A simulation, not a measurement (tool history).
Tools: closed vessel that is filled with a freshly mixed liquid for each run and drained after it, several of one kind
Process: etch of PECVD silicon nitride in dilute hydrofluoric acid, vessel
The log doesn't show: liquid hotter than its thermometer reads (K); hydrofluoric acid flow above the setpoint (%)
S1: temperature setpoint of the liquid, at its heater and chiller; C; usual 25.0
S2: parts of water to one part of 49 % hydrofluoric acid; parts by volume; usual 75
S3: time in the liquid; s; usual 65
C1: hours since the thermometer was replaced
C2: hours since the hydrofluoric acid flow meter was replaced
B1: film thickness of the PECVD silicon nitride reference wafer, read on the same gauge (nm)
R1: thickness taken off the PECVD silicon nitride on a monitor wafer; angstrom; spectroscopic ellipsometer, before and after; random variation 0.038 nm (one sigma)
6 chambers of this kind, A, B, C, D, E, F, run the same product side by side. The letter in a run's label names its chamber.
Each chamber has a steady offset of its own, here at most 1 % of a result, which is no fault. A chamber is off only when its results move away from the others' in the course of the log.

Run 1D, day 0.275: usual settings; C1 1107.3; C2 408.6; B1 90.005. Result: R1 52.377 angstrom.
Run 2C, day 0.542: usual settings; C1 798.6; C2 69.5; B1 89.983. Result: R1 53.027 angstrom.
Run 3E, day 0.738: usual settings; C1 1933.5; C2 428.9; B1 90.021. Result: R1 52.243 angstrom.
Run 4F, day 1.092: usual settings; C1 189.6; C2 882.9; B1 90.035. Result: R1 53.136 angstrom.
Run 5A, day 1.262: usual settings but S2 40 parts by volume; C1 186.6; C2 872.7; B1 89.998. Result: R1 98.004 angstrom.
Run 6B, day 1.617: usual settings but S2 40 parts by volume; C1 2610.5; C2 372.2; B1 90.010. Result: R1 98.419 angstrom.
Run 7D, day 1.829: usual settings but S2 40 parts by volume; C1 1144.6; C2 445.9; B1 90.012. Result: R1 96.947 angstrom.
Run 8B, day 2.158: usual settings but S2 40 parts by volume; C1 2623.5; C2 385.2; B1 90.020. Result: R1 97.053 angstrom.
Run 9F, day 2.458: usual settings but S2 40 parts by volume; C1 222.4; C2 915.7; B1 89.999. Result: R1 95.470 angstrom.
At day 2.517: chamber B: thermometer replaced.
Run 10C, day 2.683: usual settings but S2 40 parts by volume; C1 850.0; C2 120.9; B1 89.995. Result: R1 98.933 angstrom.
Run 11E, day 2.888: usual settings; C1 1985.1; C2 480.5; B1 89.988. Result: R1 52.914 angstrom.
Run 12A, day 3.229: usual settings; C1 233.8; C2 919.9; B1 90.039. Result: R1 53.453 angstrom.
Run 13B, day 3.529: usual settings; C1 24.4; C2 418.1; B1 89.997. Result: R1 51.975 angstrom.
Run 14F, day 3.792: usual settings but S1 29.5 C, S3 30 s; C1 254.4; C2 947.7; B1 89.997. Result: R1 32.554 angstrom.
Run 15D, day 4.042: usual settings but S1 29.5 C, S3 30 s; C1 1197.7; C2 499.0; B1 90.015. Result: R1 32.482 angstrom.
Run 16C, day 4.254: usual settings but S1 29.5 C, S3 30 s; C1 887.7; C2 158.6; B1 90.012. Result: R1 32.165 angstrom.
Run 17E, day 4.512: usual settings but S1 29.5 C, S3 30 s; C1 2024.1; C2 519.5; B1 89.970. Result: R1 32.109 angstrom.
Run 18A, day 4.738: usual settings but S1 29.5 C, S3 30 s; C1 270.0; C2 956.1; B1 90.008. Result: R1 33.277 angstrom.
Run 19E, day 4.962: usual settings but S1 29.5 C, S3 30 s; C1 2034.9; C2 530.3; B1 89.996. Result: R1 32.793 angstrom.
Run 20D, day 5.329: usual settings but S1 22.0 C; C1 1228.6; C2 529.9; B1 89.980. Result: R1 42.635 angstrom.
Run 21F, day 5.654: usual settings but S1 22.0 C; C1 299.1; C2 992.4; B1 90.000. Result: R1 43.270 angstrom.
Run 22C, day 5.862: usual settings but S1 22.0 C; C1 926.3; C2 197.2; B1 90.011. Result: R1 43.249 angstrom.
Run 23B, day 6.038: usual settings but S1 22.0 C; C1 84.6; C2 478.3; B1 90.005. Result: R1 43.284 angstrom.
Run 24A, day 6.271: usual settings but S1 22.0 C; C1 306.8; C2 992.9; B1 89.999. Result: R1 45.203 angstrom.
Run 25B, day 6.521: usual settings but S1 22.0 C; C1 96.2; C2 489.9; B1 89.981. Result: R1 42.242 angstrom.
Run 26E, day 6.858: usual settings; C1 2080.4; C2 575.8; B1 90.012. Result: R1 52.276 angstrom.
At day 7.100: chamber C: thermometer replaced.
Run 27F, day 7.233: usual settings; C1 337.0; C2 1030.3; B1 90.021. Result: R1 53.273 angstrom.
Run 28C, day 7.400: usual settings; C1 7.2; C2 234.1; B1 90.007. Result: R1 52.395 angstrom.
Run 29A, day 7.592: usual settings but S3 30 s; C1 338.5; C2 1024.6; B1 90.004. Result: R1 25.668 angstrom.
Run 30D, day 7.954: usual settings but S3 30 s; C1 1291.6; C2 592.9; B1 89.994. Result: R1 24.247 angstrom.
At day 8.042: chamber E: thermometer replaced.
Run 31C, day 8.200: usual settings but S3 30 s; C1 26.4; C2 253.3; B1 89.984. Result: R1 24.094 angstrom.
Run 32A, day 8.567: usual settings but S3 30 s; C1 361.9; C2 1048.0; B1 89.988. Result: R1 26.031 angstrom.
Run 33F, day 8.854: usual settings but S3 30 s; C1 375.9; C2 1069.2; B1 89.963. Result: R1 24.325 angstrom.
Run 34D, day 9.171: usual settings but S3 30 s; C1 1320.8; C2 622.1; B1 90.026. Result: R1 24.343 angstrom.
Run 35E, day 9.404: usual settings; C1 32.7; C2 636.9; B1 90.011. Result: R1 52.213 angstrom.
Run 36B, day 9.746: usual settings but S2 105 parts by volume, S3 90 s; C1 173.6; C2 567.3; B1 89.980. Result: R1 52.051 angstrom.
Run 37F, day 10.004: usual settings but S2 105 parts by volume, S3 90 s; C1 403.5; C2 1096.8; B1 89.985. Result: R1 52.499 angstrom.
Run 38C, day 10.342: usual settings but S2 105 parts by volume, S3 90 s; C1 77.8; C2 304.7; B1 89.989. Result: R1 52.023 angstrom.
Run 39B, day 10.683: usual settings but S2 105 parts by volume, S3 90 s; C1 196.1; C2 589.8; B1 89.995. Result: R1 52.440 angstrom.
Run 40E, day 10.879: usual settings but S2 105 parts by volume, S3 90 s; C1 68.1; C2 672.3; B1 89.994. Result: R1 52.978 angstrom.
Run 41D, day 11.200: usual settings but S2 105 parts by volume, S3 90 s; C1 1369.5; C2 670.8; B1 89.990. Result: R1 51.247 angstrom.
Run 42A, day 11.396: usual settings; C1 429.8; C2 1115.9; B1 90.004. Result: R1 57.564 angstrom.

What goes on in this fleet: one chamber off, a drifting gauge, or nothing beyond the chambers' own small offsets? Name the chamber and the cause, if any.

Chamber A drifts away from the others.
Cause: hydrofluoric acid flow above the setpoint (%) = 10.6.
The log may not tell that from: liquid hotter than its thermometer reads (K).

Here are 4 candidates for chamber A's next run, each the usual settings with a change, their results left as question marks. Which one brings its results back in line with what the others give on the usual settings?
In line means no further than this from the other chambers' mean on the usual settings: R1 1.300 angstrom
Run 43A-1, day 11.662: usual settings but S2 80 parts by volume, S3 60 s. Result: R1 ?.
Run 43A-2, day 11.662: usual settings but S1 25.5 C, S2 70 parts by volume. Result: R1 ?.
Run 43A-3, day 11.662: usual settings but S2 70 parts by volume, S3 70 s. Result: R1 ?.
Run 43A-4, day 11.662: usual settings but S1 24.5 C, S2 80 parts by volume. Result: R1 ?.

The other chambers' mean on the usual settings: R1 52.459 angstrom
  run      R1
43A-1  50.210
43A-2  64.266
43A-3  66.951
43A-4  52.620
43A-4 brings the chamber back in line.
